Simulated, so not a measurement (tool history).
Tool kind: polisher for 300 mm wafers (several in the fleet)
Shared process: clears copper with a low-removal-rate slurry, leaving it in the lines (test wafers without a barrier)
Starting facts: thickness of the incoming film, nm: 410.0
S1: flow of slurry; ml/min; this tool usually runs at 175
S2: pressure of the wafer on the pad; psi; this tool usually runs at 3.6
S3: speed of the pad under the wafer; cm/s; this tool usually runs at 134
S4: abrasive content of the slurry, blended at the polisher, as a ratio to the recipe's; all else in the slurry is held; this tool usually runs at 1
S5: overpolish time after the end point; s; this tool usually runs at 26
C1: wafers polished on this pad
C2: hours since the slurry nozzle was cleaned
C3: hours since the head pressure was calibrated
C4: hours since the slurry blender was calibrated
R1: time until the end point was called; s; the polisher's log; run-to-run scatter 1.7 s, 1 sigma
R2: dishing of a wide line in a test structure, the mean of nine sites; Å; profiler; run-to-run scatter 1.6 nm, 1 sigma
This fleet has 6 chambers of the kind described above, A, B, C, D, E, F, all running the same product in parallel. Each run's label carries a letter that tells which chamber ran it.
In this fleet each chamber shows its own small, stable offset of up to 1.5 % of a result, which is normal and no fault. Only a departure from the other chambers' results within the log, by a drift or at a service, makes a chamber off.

run    day   S1   S2   S3  S4  S5    C1     C2      C3     C4       R1      R2
     0.008  -- chamber C: slurry blender recalibrated
 1A  0.279  175  3.6  134   1  26   697  537.0   280.4  170.7   92.757  698.47
     0.512  -- chamber E: head pressure recalibrated
 2D  0.517  175  3.6  134   1  26   566  408.8   322.0  240.3   93.652  706.48
 3B  0.704  175  3.6  134   1  26   588  111.3   258.5  130.9   91.248  703.84
 4C  0.933  175  3.6  134   1  26   219  141.7  1112.7   22.3   92.605  684.32
 5E  1.083  175  3.6  134   1  26   339  442.0    13.7   75.2   94.206  709.91
 6F  1.358  175  3.6  134   1  39   385  495.5   101.8   90.0   93.862  944.93
     1.383  -- chamber B: slurry blender recalibrated
 7B  1.550  175  3.6  134   1  39   726  131.6   278.8    4.0   91.519  920.20
     1.767  -- chamber D: worn pad replaced by a new one
 8F  1.825  175  3.6  134   1  39   461  506.7   113.0  101.2   90.737  904.96
 9C  1.975  175  3.6  134   1  39   389  166.7  1137.7   47.3   95.407  906.81
10E  2.200  175  3.6  134   1  39   522  468.8    40.5  102.0   92.884  913.49
11A  2.429  175  3.6  134   1  39  1049  588.6   332.0  222.3   94.131  877.51
     2.450  -- chamber F: worn pad replaced by a new one
     2.542  -- chamber C: worn pad replaced by a new one
12D  2.625  175  3.6  134   1  26   140  459.4   372.6  290.9   93.709  723.05
     2.742  -- chamber A: slurry nozzle cleaned
13B  2.842  175  3.6  134   1  26   937  162.6   309.8   35.0   93.365  723.92
     3.033  -- chamber A: worn pad replaced by a new one
14D  3.054  175  3.6  134   1  26   211  469.7   382.9  301.2   92.096  725.51
15A  3.271  175  3.6  134   1  26    39   12.8   352.2  242.5   93.618  678.77
16F  3.475  175  3.6  134   1  26   167  546.3   152.6  140.8   92.399  697.72
17C  3.712  175  3.6  134   1  26   191  208.4  1179.4   89.0   90.582  668.28
18E  3.962  135  3.0  134   1  26   810  511.1    82.8  144.3  115.280  559.90
19D  4.238  135  3.0  134   1  26   404  498.1   411.3  329.6  117.130  573.61
20F  4.521  135  3.0  134   1  26   338  571.4   177.7  165.9  117.810  586.81
21E  4.742  135  3.0  134   1  26   937  529.8   101.5  163.0  118.640  575.86
22A  4.938  135  3.0  134   1  26   311   52.8   392.2  282.5  116.290  581.35
     4.958  -- chamber E: slurry blender recalibrated
23C  5.154  135  3.0  134   1  26   427  243.0  1214.0  123.6  114.110  554.67
24B  5.467  175  3.6  134   1  26  1366  225.6   372.8   98.0   99.335  671.16
25E  5.633  175  3.6  134   1  16  1083  551.2   122.9   16.2   92.226  484.94
     5.667  -- chamber C: worn pad replaced by a new one
     5.671  -- chamber F: worn pad replaced by a new one
26C  5.842  175  3.6  134   1  16    28  259.5  1230.5  140.1   94.224  455.80
     6.008  -- chamber D: worn pad replaced by a new one
27D  6.067  175  3.6  134   1  16    10  542.0   455.2  373.5   90.518  491.36
     6.092  -- chamber C: slurry blender recalibrated
28F  6.267  175  3.6  134   1  16    97  613.3   219.6  207.8   93.321  491.66
     6.392  -- chamber B: head pressure recalibrated
     6.458  -- chamber D: slurry blender recalibrated
29B  6.546  175  3.6  134   1  16  1542  251.5     3.8  123.9   96.103  460.16
30A  6.829  175  3.6  134   1  16   620   98.2   437.6  327.9   92.849  477.48
31E  6.992  175  3.6  134   1  26  1305  583.8   155.5   48.8   92.847  729.47
     7.054  -- chamber B: slurry blender recalibrated
32D  7.146  175  3.6  134   1  26   186  567.9   481.1   16.5   93.980  717.23
33B  7.333  175  3.6  134   1  26  1671  270.4    22.7    6.7   98.273  654.31
34A  7.633  175  3.6  134   1  26   752  117.5   456.9  347.2   89.706  676.54
35F  7.796  175  3.6  134   1  26   347  650.0   256.3  244.5   92.177  693.69
36C  7.933  175  3.6  134   1  26   370  309.7  1280.7   44.2   95.242  694.14
37C  8.112  175  3.6  134   1  26   399  314.0  1285.0   48.5   90.734  694.44
38D  8.321  175  3.6  134   1  26   378  596.1   509.3   44.7   91.717  710.83

Does one chamber stand apart from the rest, does the shared gauge drift, or is all well apart from small per-chamber offsets? Give the chamber and the most likely cause, where there is one.

Chamber B drifts away from the others.
Cause: removal rate lost through wear of the pad, % = 11.7.

Chamber B could run next with any of the 4 candidate recipes listed below; each alters the usual settings, and their results appear as question marks. Which one brings its results back in line with what the other chambers deliver on the usual settings?
A result is in line if it is within this distance of the other chambers' mean on the usual settings: R1 5.900 s; R2 56.00 Å
39B-1  8.546  170  3.2  120   1  26                   ?   ?
39B-2  8.546  180  4.0  148   1  26                   ?   ?
39B-3  8.546  175  3.8  140   1  26                   ?   ?
39B-4  8.546  175  3.4  128   1  26                   ?   ?

What the other chambers average on the usual settings: R1 93.374 s; R2 694.02 Å
  run       R1      R2
39B-1  131.030  526.11
39B-2   84.261  753.46
39B-3   94.144  690.68
39B-4  115.120  585.92
Change 39B-3 lands the chamber within the allowed miss of the other chambers.
